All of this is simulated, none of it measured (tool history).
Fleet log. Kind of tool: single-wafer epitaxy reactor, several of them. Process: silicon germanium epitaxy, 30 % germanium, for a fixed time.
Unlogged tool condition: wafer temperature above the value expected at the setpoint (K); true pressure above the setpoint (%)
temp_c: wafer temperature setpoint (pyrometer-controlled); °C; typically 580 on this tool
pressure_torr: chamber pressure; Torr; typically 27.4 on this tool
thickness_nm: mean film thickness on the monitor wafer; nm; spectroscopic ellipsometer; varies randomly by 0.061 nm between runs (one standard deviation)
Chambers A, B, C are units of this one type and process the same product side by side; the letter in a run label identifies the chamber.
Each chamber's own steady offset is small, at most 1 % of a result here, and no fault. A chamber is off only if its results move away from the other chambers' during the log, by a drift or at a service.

run   hour  temp_c  pressure_torr  hours since the last pyrometer calibration  hours since the last manometer calibration  read-back reference wafer on the same gauge, thickness_nm  thickness_nm
 1A   12.7     580           27.4                                      1655.7                                       282.8                                                     53.295        45.764
 2C   25.1     580           27.4                                      1175.2                                      1021.6                                                     53.295        45.888
 3B   31.3     580           27.4                                      2091.6                                      1071.1                                                     53.275        46.293
 4A   37.9     580           27.4                                      1680.9                                         308                                                     53.286        45.694
 5B   50.8     580           27.4                                      2111.1                                      1090.6                                                     53.262        46.268
        59  -- chamber B: pyrometer calibrated
 6C   61.7     588           32.1                                      1211.8                                      1058.2                                                     53.258        57.093
 7B   74.7     588           32.1                                        15.7                                      1114.5                                                     53.255        57.264
 8C   82.5     588           32.1                                      1232.6                                        1079                                                      53.25        56.914
 9A   89.9     580           27.4                                      1732.9                                         360                                                      53.24        45.719
10C   98.1     580           27.4                                      1248.2                                      1094.6                                                     53.232        45.908
11B  111.6     580           27.4                                        52.6                                      1151.4                                                     53.216        46.177
12A  118.4     580           27.4                                      1761.4                                       388.5                                                      53.23        45.646
13A  131.4     580           27.4                                      1774.4                                       401.5                                                     53.223        45.644
14C  139.6     569           24.6                                      1289.7                                      1136.1                                                     53.203        35.496
15B  153.4     569           24.6                                        94.4                                      1193.2                                                     53.206         35.89
16A  159.7     569           24.6                                      1802.7                                       429.8                                                     53.215        35.169
17C  173.2     580           27.4                                      1323.3                                      1169.7                                                      53.19        45.876
18B  186.8     580           27.4                                       127.8                                      1226.6                                                     53.187         46.16
19C  195.2     580           27.4                                      1345.3                                      1191.7                                                     53.162        45.826
     196.9  -- chamber C: pyrometer calibrated
20A  202.8     580           27.4                                      1845.8                                       472.9                                                     53.165        45.572
21B  212.9     580           27.4                                       153.9                                      1252.7                                                     53.157        46.114
22C  220.7     580           27.4                                        23.8                                      1217.2                                                      53.14        45.758
23B  229.1     570           30.6                                       170.1                                      1268.9                                                     53.156        39.792
24A  238.3     570           30.6                                      1881.3                                       508.4                                                     53.132        39.296
25C  250.6     570           30.6                                        53.7                                      1247.1                                                     53.145        39.283
26A  258.2     580           27.4                                      1901.2                                       528.3                                                     53.139        45.589
27B  271.9     580           27.4                                       212.9                                      1311.7                                                     53.122        46.035
28B  281.3     580           27.4                                       222.3                                      1321.1                                                     53.117        46.058
29A  290.2     580           27.4                                      1933.2                                       560.3                                                     53.103        45.534
30C  297.8     580           27.4                                       100.9                                      1294.3                                                     53.118        45.839
31B  307.8     580           27.4                                       248.8                                      1347.6                                                     53.101        46.197
32C    317     580           27.4                                       120.1                                      1313.5                                                     53.106        45.645
33A  324.1     580           27.4                                      1967.1                                       594.2                                                     53.108        45.469
34A  333.6     580           22.1                                      1976.6                                       603.7                                                     53.086        41.687
35C  344.1     580           22.1                                       147.2                                      1340.6                                                      53.09        41.855
36B  357.2     580           22.1                                       298.2                                        1397                                                     53.086        42.235
37C  366.3     580           27.4                                       169.4                                      1362.8                                                     53.044        45.788
38B  378.2     575           24.8                                       319.2                                        1418                                                      53.07        40.279
39A  387.4     575           24.8                                      2030.4                                       657.5                                                     53.045        39.712
40A  394.9     575           24.8                                      2037.9                                         665                                                     53.032        39.659
41B  402.1     589           30.5                                       343.1                                      1441.9                                                     53.028        56.947
42C  413.1     589           30.5                                       216.2                                      1409.6                                                     53.042        56.726
43A  424.5     589           30.5                                      2067.5                                       694.6                                                     53.025        56.507
44C  434.3     580           27.4                                       237.4                                      1430.8                                                     53.018        45.687

For the next run the whole fleet of 3 chambers uses the same settings. Give each chamber's results:
45A  444.2     580           27.4                                                                                                                                                                ?
45B  444.2     580           27.4                                                                                                                                                                ?
45C  444.2     580           27.4                                                                                                                                                                ?

run  thickness_nm
45A        45.565
45B        46.061
45C        45.741

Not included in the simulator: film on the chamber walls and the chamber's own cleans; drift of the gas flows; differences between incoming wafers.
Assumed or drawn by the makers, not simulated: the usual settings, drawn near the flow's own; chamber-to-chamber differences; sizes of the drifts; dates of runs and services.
